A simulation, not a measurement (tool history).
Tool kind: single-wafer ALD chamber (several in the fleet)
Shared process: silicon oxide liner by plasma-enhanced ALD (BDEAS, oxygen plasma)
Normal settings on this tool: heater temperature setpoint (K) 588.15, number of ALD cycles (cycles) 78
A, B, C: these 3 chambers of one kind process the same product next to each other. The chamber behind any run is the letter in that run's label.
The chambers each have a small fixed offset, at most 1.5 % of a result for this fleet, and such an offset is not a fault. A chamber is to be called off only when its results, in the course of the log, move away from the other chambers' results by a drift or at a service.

run,day,heater temperature setpoint (K),number of ALD cycles (cycles),"read-back reference wafer on the same gauge, thickness_nm",mean film thickness on the monitor wafer (nm)
1C,0.238,588.15,78,8.0691,7.0559
2A,0.433,588.15,78,8.0661,7.1562
3B,0.754,588.15,78,8.0676,7.1679
4A,1.029,588.15,78,8.0679,7.1568
5C,1.229,588.15,78,8.0654,7.0683
6B,1.529,588.15,78,8.0642,7.1715
7C,1.717,580.15,84,8.0647,7.6934
8A,2.000,580.15,84,8.0647,7.7936
9B,2.196,580.15,84,8.0635,7.7943
10B,2.454,588.15,78,8.0642,7.1740
11A,2.812,588.15,91,8.0607,8.3401
12C,2.988,588.15,91,8.0596,8.2183
13A,3.338,588.15,91,8.0582,8.3281
14B,3.567,588.15,78,8.0573,7.1606
15C,3.738,588.15,78,8.0556,7.0529
16B,4.088,588.15,78,8.0562,7.1608
17C,4.275,588.15,78,8.0553,7.0510
18A,4.471,588.15,78,8.0546,7.1411
19C,4.762,579.15,90,8.0528,8.2392
20B,4.950,579.15,90,8.0520,8.3665
21A,5.129,579.15,90,8.0517,8.3412
22B,5.396,588.15,78,8.0520,7.1605
23A,5.754,588.15,78,8.0496,7.1355
24C,6.092,588.15,78,8.0519,7.0423
25C,6.350,600.15,78,8.0478,6.9112
26A,6.633,600.15,78,8.0479,7.0106
27B,6.958,600.15,78,8.0480,7.0328
28B,7.262,588.15,78,8.0467,7.1435
29A,7.529,588.15,78,8.0425,7.1401
30C,7.825,588.15,78,8.0422,7.0307
31B,8.171,579.15,91,8.0390,8.4559
32C,8.338,579.15,91,8.0420,8.3167
33A,8.692,579.15,91,8.0401,8.4198
34A,8.875,588.15,78,8.0380,7.1311
35B,9.033,588.15,78,8.0382,7.1513
36C,9.304,588.15,78,8.0375,7.0319
37B,9.458,588.15,92,8.0354,8.4291
38C,9.629,588.15,92,8.0372,8.2943
39A,9.838,588.15,92,8.0342,8.3922
40A,10.062,588.15,78,8.0360,7.1274
41B,10.312,588.15,78,8.0357,7.1578

Predict what each chamber gives when all 3 of them run the settings below next.
42A,10.575,588.15,72,,?
42B,10.575,588.15,72,,?
42C,10.575,588.15,72,,?

run,mean film thickness on the monitor wafer (nm)
42A,6.5735
42B,6.5955
42C,6.4863
